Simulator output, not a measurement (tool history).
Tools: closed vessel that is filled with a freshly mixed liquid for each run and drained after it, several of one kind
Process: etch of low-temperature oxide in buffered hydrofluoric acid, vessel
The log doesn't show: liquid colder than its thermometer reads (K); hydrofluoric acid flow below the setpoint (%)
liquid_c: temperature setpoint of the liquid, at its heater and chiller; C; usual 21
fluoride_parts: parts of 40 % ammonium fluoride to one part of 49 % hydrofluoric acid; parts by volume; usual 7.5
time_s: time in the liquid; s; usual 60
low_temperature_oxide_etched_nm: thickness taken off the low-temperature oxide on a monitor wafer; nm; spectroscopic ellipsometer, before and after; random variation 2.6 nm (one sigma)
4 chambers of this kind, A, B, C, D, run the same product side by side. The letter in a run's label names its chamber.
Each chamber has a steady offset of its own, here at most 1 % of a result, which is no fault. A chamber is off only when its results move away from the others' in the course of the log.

run,hour,liquid_c,fluoride_parts,time_s,hours since the thermometer was replaced,hours since the hydrofluoric acid flow meter was replaced,"read-back film thickness of the low-temperature oxide reference wafer, read on the same gauge (nm)",low_temperature_oxide_etched_nm
1B,14.3,21,7.5,60,1106.9,648.8,109.98,427
2A,23.2,21,7.5,60,710,1524.7,109.99,424.18
3C,33.3,21,7.5,60,782.7,281.4,110.03,425.66
4D,44.6,21,7.5,60,302.1,802.6,110.06,426.74
5D,56.3,21,7.5,60,313.8,814.3,109.96,429.46
# hour 67.5: chamber A: thermometer replaced
6A,71.1,24.5,7.5,50,3.7,1572.6,109.99,433.55
7B,79,24.5,7.5,50,1171.6,713.5,110.01,434.31
8C,91.9,24.5,7.5,50,841.3,340,110.02,429.47
9D,104.8,24.5,7.5,50,362.3,862.8,110.02,430.59
10C,119.9,21,7.5,60,869.3,368,109.96,424.36
11A,132.9,21,7.5,60,65.5,1634.4,109.98,426.62
12B,140.4,21,7.5,60,1233,774.9,109.99,432.2
13D,150.5,21,7.5,60,408,908.5,110.06,427.6
14C,159.3,21,7.5,60,908.7,407.4,110.01,426.53
15B,169.6,21,7.5,60,1262.2,804.1,109.98,429.57
16A,183.2,21,7.5,60,115.8,1684.7,110.02,425.1
17D,195.5,21,9.5,90,453,953.5,110.03,510.44
18B,202.7,21,9.5,90,1295.3,837.2,110,511.27
19C,210.9,21,9.5,90,960.3,459,109.99,503.16
20A,226.7,21,9.5,90,159.3,1728.2,110.04,508.5
21B,239.8,21,7.5,60,1332.4,874.3,109.96,426.1
22A,249.6,21,7.5,60,182.2,1751.1,110,426.96
23D,262.8,21,7.5,60,520.3,1020.8,110.01,425.78
24C,271.2,21,7.5,60,1020.6,519.3,110.02,410.38
25A,285.3,21,7.5,60,217.9,1786.8,109.98,425.13
26B,294.1,21,7.5,60,1386.7,928.6,109.94,423.71
27D,302.4,21,10.5,70,559.9,1060.4,110,364.13
28C,316.1,21,10.5,70,1065.5,564.2,110,346.92
29A,326.8,21,10.5,70,259.4,1828.3,110.01,366.3
30B,336.7,21,10.5,70,1429.3,971.2,110,366.22
31D,345.2,21,7.5,60,602.7,1103.2,109.99,428.61
# hour 346.6: chamber A: hydrofluoric acid flow meter replaced
32C,354.6,21,7.5,60,1104,602.7,110.04,402.78
33C,367.3,21,7.5,60,1116.7,615.4,109.97,403.93
34D,377.2,21,7.5,60,634.7,1135.2,109.96,426.11
35A,388.9,21,7.5,60,321.5,42.4,110,427.36
36B,402.5,21,7.5,60,1495.1,1037,109.99,432.81
37C,411.7,21,7.5,60,1161.1,659.8,110.04,394.12
38A,421.7,21,9,85,354.3,75.2,110.02,493.11
39D,437.4,21,9,85,694.9,1195.4,109.98,496.41
40B,449.1,21,9,85,1541.7,1083.6,110.03,500.34

Next, every chamber runs the same settings. What will each give?
41A,460.7,21,7.5,60,,,,?
41B,460.7,21,7.5,60,,,,?
41C,460.7,21,7.5,60,,,,?
41D,460.7,21,7.5,60,,,,?

run,low_temperature_oxide_etched_nm
41A,429.64
41B,428.24
41C,391.35
41D,427.91
